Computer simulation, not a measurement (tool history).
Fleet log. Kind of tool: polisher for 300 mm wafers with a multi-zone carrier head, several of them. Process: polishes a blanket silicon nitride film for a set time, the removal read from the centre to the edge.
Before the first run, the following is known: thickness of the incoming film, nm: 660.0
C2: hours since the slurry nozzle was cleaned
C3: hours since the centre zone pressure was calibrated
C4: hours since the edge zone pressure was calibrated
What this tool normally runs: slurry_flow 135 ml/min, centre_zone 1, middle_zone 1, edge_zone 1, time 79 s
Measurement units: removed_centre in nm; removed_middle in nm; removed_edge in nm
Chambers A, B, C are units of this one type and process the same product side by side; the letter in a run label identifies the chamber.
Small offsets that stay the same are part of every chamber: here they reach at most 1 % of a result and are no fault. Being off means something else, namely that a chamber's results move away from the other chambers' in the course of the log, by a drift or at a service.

{"run": "1B", "day": 0.2, "slurry_flow": 135, "centre_zone": 1, "middle_zone": 1, "edge_zone": 1, "time": 79, "wafers polished on this pad": 178, "C2": 488, "C3": 266.7, "C4": 84.6, "removed_centre": 105.51, "removed_middle": 105.84, "removed_edge": 106.1}
{"run": "2A", "day": 0.421, "slurry_flow": 135, "centre_zone": 1, "middle_zone": 1, "edge_zone": 1, "time": 79, "wafers polished on this pad": 168, "C2": 280.9, "C3": 259.5, "C4": 220.6, "removed_centre": 104.38, "removed_middle": 103.35, "removed_edge": 105.13}
{"run": "3C", "day": 0.617, "slurry_flow": 135, "centre_zone": 1, "middle_zone": 1, "edge_zone": 1, "time": 79, "wafers polished on this pad": 695, "C2": 597.5, "C3": 85.9, "C4": 216.1, "removed_centre": 104.82, "removed_middle": 104.02, "removed_edge": 104.58}
{"run": "4A", "day": 0.833, "slurry_flow": 135, "centre_zone": 1, "middle_zone": 1, "edge_zone": 1, "time": 79, "wafers polished on this pad": 263, "C2": 290.8, "C3": 269.4, "C4": 230.5, "removed_centre": 106.53, "removed_middle": 104.94, "removed_edge": 105.45}
{"run": "5B", "day": 1.088, "slurry_flow": 135, "centre_zone": 1, "middle_zone": 1, "edge_zone": 1, "time": 79, "wafers polished on this pad": 381, "C2": 509.3, "C3": 288, "C4": 105.9, "removed_centre": 105.67, "removed_middle": 107.61, "removed_edge": 106.96}
{"run": "6C", "day": 1.371, "slurry_flow": 135, "centre_zone": 1.07, "middle_zone": 1, "edge_zone": 1, "time": 101, "wafers polished on this pad": 868, "C2": 615.6, "C3": 104, "C4": 234.2, "removed_centre": 142.89, "removed_middle": 133.42, "removed_edge": 133.09}
{"run": "7A", "day": 1.558, "slurry_flow": 135, "centre_zone": 1.07, "middle_zone": 1, "edge_zone": 1, "time": 101, "wafers polished on this pad": 429, "C2": 308.2, "C3": 286.8, "C4": 247.9, "removed_centre": 144.81, "removed_middle": 137.93, "removed_edge": 135.04}
{"run": "8C", "day": 1.7, "slurry_flow": 135, "centre_zone": 1.07, "middle_zone": 1, "edge_zone": 1, "time": 101, "wafers polished on this pad": 943, "C2": 623.5, "C3": 111.9, "C4": 242.1, "removed_centre": 141.63, "removed_middle": 133.01, "removed_edge": 134.83}
{"run": "9B", "day": 1.929, "slurry_flow": 135, "centre_zone": 0.96, "middle_zone": 1, "edge_zone": 1, "time": 101, "wafers polished on this pad": 574, "C2": 529.5, "C3": 308.2, "C4": 126.1, "removed_centre": 128.1, "removed_middle": 136.46, "removed_edge": 136.58}
{"day": 1.954, "done": "chamber C: slurry nozzle cleaned"}
{"day": 2.133, "done": "chamber B: worn pad replaced by a new one"}
{"run": "10C", "day": 2.171, "slurry_flow": 135, "centre_zone": 0.96, "middle_zone": 1, "edge_zone": 1, "time": 101, "wafers polished on this pad": 1051, "C2": 5.3, "C3": 123.2, "C4": 253.4, "removed_centre": 129.73, "removed_middle": 134.65, "removed_edge": 134.61}
{"run": "11B", "day": 2.421, "slurry_flow": 135, "centre_zone": 0.96, "middle_zone": 1, "edge_zone": 1, "time": 101, "wafers polished on this pad": 65, "C2": 541.3, "C3": 320, "C4": 137.9, "removed_centre": 128.05, "removed_middle": 134.14, "removed_edge": 135.37}
{"run": "12A", "day": 2.621, "slurry_flow": 135, "centre_zone": 1, "middle_zone": 1, "edge_zone": 1, "time": 79, "wafers polished on this pad": 672, "C2": 333.7, "C3": 312.3, "C4": 273.4, "removed_centre": 104.19, "removed_middle": 106.64, "removed_edge": 104.6}
{"run": "13A", "day": 2.783, "slurry_flow": 135, "centre_zone": 1, "middle_zone": 1, "edge_zone": 1, "time": 79, "wafers polished on this pad": 709, "C2": 337.6, "C3": 316.2, "C4": 277.3, "removed_centre": 108.8, "removed_middle": 107.04, "removed_edge": 105.61}
{"day": 3.029, "done": "chamber C: worn pad replaced by a new one"}
{"run": "14B", "day": 3.075, "slurry_flow": 135, "centre_zone": 1, "middle_zone": 1, "edge_zone": 1, "time": 79, "wafers polished on this pad": 215, "C2": 557, "C3": 335.7, "C4": 153.6, "removed_centre": 104.78, "removed_middle": 107.33, "removed_edge": 105.5}
{"run": "15C", "day": 3.342, "slurry_flow": 135, "centre_zone": 1, "middle_zone": 1, "edge_zone": 1, "time": 79, "wafers polished on this pad": 72, "C2": 33.4, "C3": 151.3, "C4": 281.5, "removed_centre": 106.14, "removed_middle": 107.5, "removed_edge": 105.48}
{"day": 3.438, "done": "chamber A: worn pad replaced by a new one"}
{"run": "16B", "day": 3.533, "slurry_flow": 135, "centre_zone": 1, "middle_zone": 1, "edge_zone": 1, "time": 79, "wafers polished on this pad": 320, "C2": 568, "C3": 346.7, "C4": 164.6, "removed_centre": 102.32, "removed_middle": 103.52, "removed_edge": 105.27}
{"run": "17C", "day": 3.771, "slurry_flow": 135, "centre_zone": 1, "middle_zone": 1, "edge_zone": 1, "time": 79, "wafers polished on this pad": 170, "C2": 43.7, "C3": 161.6, "C4": 291.8, "removed_centre": 105.04, "removed_middle": 106.78, "removed_edge": 104.97}
{"run": "18A", "day": 3.979, "slurry_flow": 135, "centre_zone": 1, "middle_zone": 1, "edge_zone": 1, "time": 79, "wafers polished on this pad": 124, "C2": 366.3, "C3": 344.9, "C4": 306, "removed_centre": 105.39, "removed_middle": 103.84, "removed_edge": 105.23}
{"run": "19A", "day": 4.271, "slurry_flow": 165, "centre_zone": 1, "middle_zone": 1, "edge_zone": 1, "time": 79, "wafers polished on this pad": 191, "C2": 373.3, "C3": 351.9, "C4": 313, "removed_centre": 108.41, "removed_middle": 108.92, "removed_edge": 108.05}
{"day": 4.488, "done": "chamber B: worn pad replaced by a new one"}
{"run": "20B", "day": 4.521, "slurry_flow": 165, "centre_zone": 1, "middle_zone": 1, "edge_zone": 1, "time": 79, "wafers polished on this pad": 8, "C2": 591.7, "C3": 370.4, "C4": 188.3, "removed_centre": 106.85, "removed_middle": 110.95, "removed_edge": 109.95}
{"run": "21C", "day": 4.675, "slurry_flow": 165, "centre_zone": 1, "middle_zone": 1, "edge_zone": 1, "time": 79, "wafers polished on this pad": 377, "C2": 65.4, "C3": 183.3, "C4": 313.5, "removed_centre": 110.12, "removed_middle": 110.94, "removed_edge": 108.57}
{"run": "22B", "day": 4.896, "slurry_flow": 135, "centre_zone": 1, "middle_zone": 1, "edge_zone": 1, "time": 79, "wafers polished on this pad": 94, "C2": 600.7, "C3": 379.4, "C4": 197.3, "removed_centre": 104.95, "removed_middle": 106.41, "removed_edge": 105.98}
{"run": "23A", "day": 5.121, "slurry_flow": 135, "centre_zone": 1, "middle_zone": 1, "edge_zone": 1, "time": 79, "wafers polished on this pad": 385, "C2": 393.7, "C3": 372.3, "C4": 333.4, "removed_centre": 100.6, "removed_middle": 104.14, "removed_edge": 102.75}
{"run": "24C", "day": 5.35, "slurry_flow": 135, "centre_zone": 1, "middle_zone": 1, "edge_zone": 1, "time": 79, "wafers polished on this pad": 531, "C2": 81.6, "C3": 199.5, "C4": 329.7, "removed_centre": 105.4, "removed_middle": 103.67, "removed_edge": 105.17}
{"run": "25C", "day": 5.629, "slurry_flow": 135, "centre_zone": 1, "middle_zone": 1, "edge_zone": 1, "time": 79, "wafers polished on this pad": 595, "C2": 88.3, "C3": 206.2, "C4": 336.4, "removed_centre": 107.29, "removed_middle": 108.12, "removed_edge": 104.95}
{"run": "26B", "day": 5.8, "slurry_flow": 135, "centre_zone": 1.08, "middle_zone": 1, "edge_zone": 1, "time": 79, "wafers polished on this pad": 301, "C2": 622.4, "C3": 401.1, "C4": 219, "removed_centre": 112.52, "removed_middle": 107.03, "removed_edge": 105.3}
{"run": "27A", "day": 5.946, "slurry_flow": 135, "centre_zone": 1.08, "middle_zone": 1, "edge_zone": 1, "time": 79, "wafers polished on this pad": 574, "C2": 413.5, "C3": 392.1, "C4": 353.2, "removed_centre": 110.5, "removed_middle": 100.31, "removed_edge": 101.93}
{"run": "28B", "day": 6.112, "slurry_flow": 135, "centre_zone": 1.08, "middle_zone": 1, "edge_zone": 1, "time": 79, "wafers polished on this pad": 372, "C2": 629.9, "C3": 408.6, "C4": 226.5, "removed_centre": 111.2, "removed_middle": 105.76, "removed_edge": 107.03}
{"run": "29C", "day": 6.408, "slurry_flow": 135, "centre_zone": 1, "middle_zone": 1, "edge_zone": 1, "time": 79, "wafers polished on this pad": 774, "C2": 107, "C3": 224.9, "C4": 355.1, "removed_centre": 104.84, "removed_middle": 107.16, "removed_edge": 105.3}
{"run": "30A", "day": 6.7, "slurry_flow": 135, "centre_zone": 1, "middle_zone": 1, "edge_zone": 1, "time": 79, "wafers polished on this pad": 747, "C2": 431.6, "C3": 410.2, "C4": 371.3, "removed_centre": 95.944, "removed_middle": 99.884, "removed_edge": 101.22}
{"run": "31A", "day": 6.921, "slurry_flow": 155, "centre_zone": 1, "middle_zone": 1, "edge_zone": 1, "time": 57, "wafers polished on this pad": 797, "C2": 436.9, "C3": 415.5, "C4": 376.6, "removed_centre": 74.062, "removed_middle": 72.151, "removed_edge": 74.112}
{"run": "32C", "day": 7.088, "slurry_flow": 155, "centre_zone": 1, "middle_zone": 1, "edge_zone": 1, "time": 57, "wafers polished on this pad": 929, "C2": 123.3, "C3": 241.2, "C4": 371.4, "removed_centre": 78.168, "removed_middle": 78.926, "removed_edge": 77.976}
{"day": 7.308, "done": "chamber A: worn pad replaced by a new one"}
{"run": "33B", "day": 7.367, "slurry_flow": 155, "centre_zone": 1, "middle_zone": 1, "edge_zone": 1, "time": 57, "wafers polished on this pad": 659, "C2": 660, "C3": 438.7, "C4": 256.6, "removed_centre": 78.165, "removed_middle": 78.511, "removed_edge": 78.06}
{"day": 7.412, "done": "chamber B: worn pad replaced by a new one"}
{"run": "34B", "day": 7.608, "slurry_flow": 135, "centre_zone": 1, "middle_zone": 1.11, "edge_zone": 1, "time": 69, "wafers polished on this pad": 45, "C2": 665.8, "C3": 444.5, "C4": 262.4, "removed_centre": 91.461, "removed_middle": 102.34, "removed_edge": 92.461}
{"run": "35A", "day": 7.85, "slurry_flow": 135, "centre_zone": 1, "middle_zone": 1.11, "edge_zone": 1, "time": 69, "wafers polished on this pad": 124, "C2": 459.2, "C3": 437.8, "C4": 398.9, "removed_centre": 82.976, "removed_middle": 91.829, "removed_edge": 85.342}
{"run": "36C", "day": 8.129, "slurry_flow": 135, "centre_zone": 1, "middle_zone": 1.11, "edge_zone": 1, "time": 69, "wafers polished on this pad": 1168, "C2": 148.3, "C3": 266.2, "C4": 396.4, "removed_centre": 91.129, "removed_middle": 101.4, "removed_edge": 91.721}

Next, all 3 chambers run the settings below, one line each with question marks for the results. What does each chamber give?
{"run": "37A", "day": 8.342, "slurry_flow": 135, "centre_zone": 1, "middle_zone": 1.1, "edge_zone": 1, "time": 79, "removed_centre": "?", "removed_middle": "?", "removed_edge": "?"}
{"run": "37B", "day": 8.342, "slurry_flow": 135, "centre_zone": 1, "middle_zone": 1.1, "edge_zone": 1, "time": 79, "removed_centre": "?", "removed_middle": "?", "removed_edge": "?"}
{"run": "37C", "day": 8.342, "slurry_flow": 135, "centre_zone": 1, "middle_zone": 1.1, "edge_zone": 1, "time": 79, "removed_centre": "?", "removed_middle": "?", "removed_edge": "?"}

run=37A removed_centre=91.889 removed_middle=101.86 removed_edge=96.646
run=37B removed_centre=105.5 removed_middle=117.15 removed_edge=106.3
run=37C removed_centre=103.15 removed_middle=113.68 removed_edge=105.21
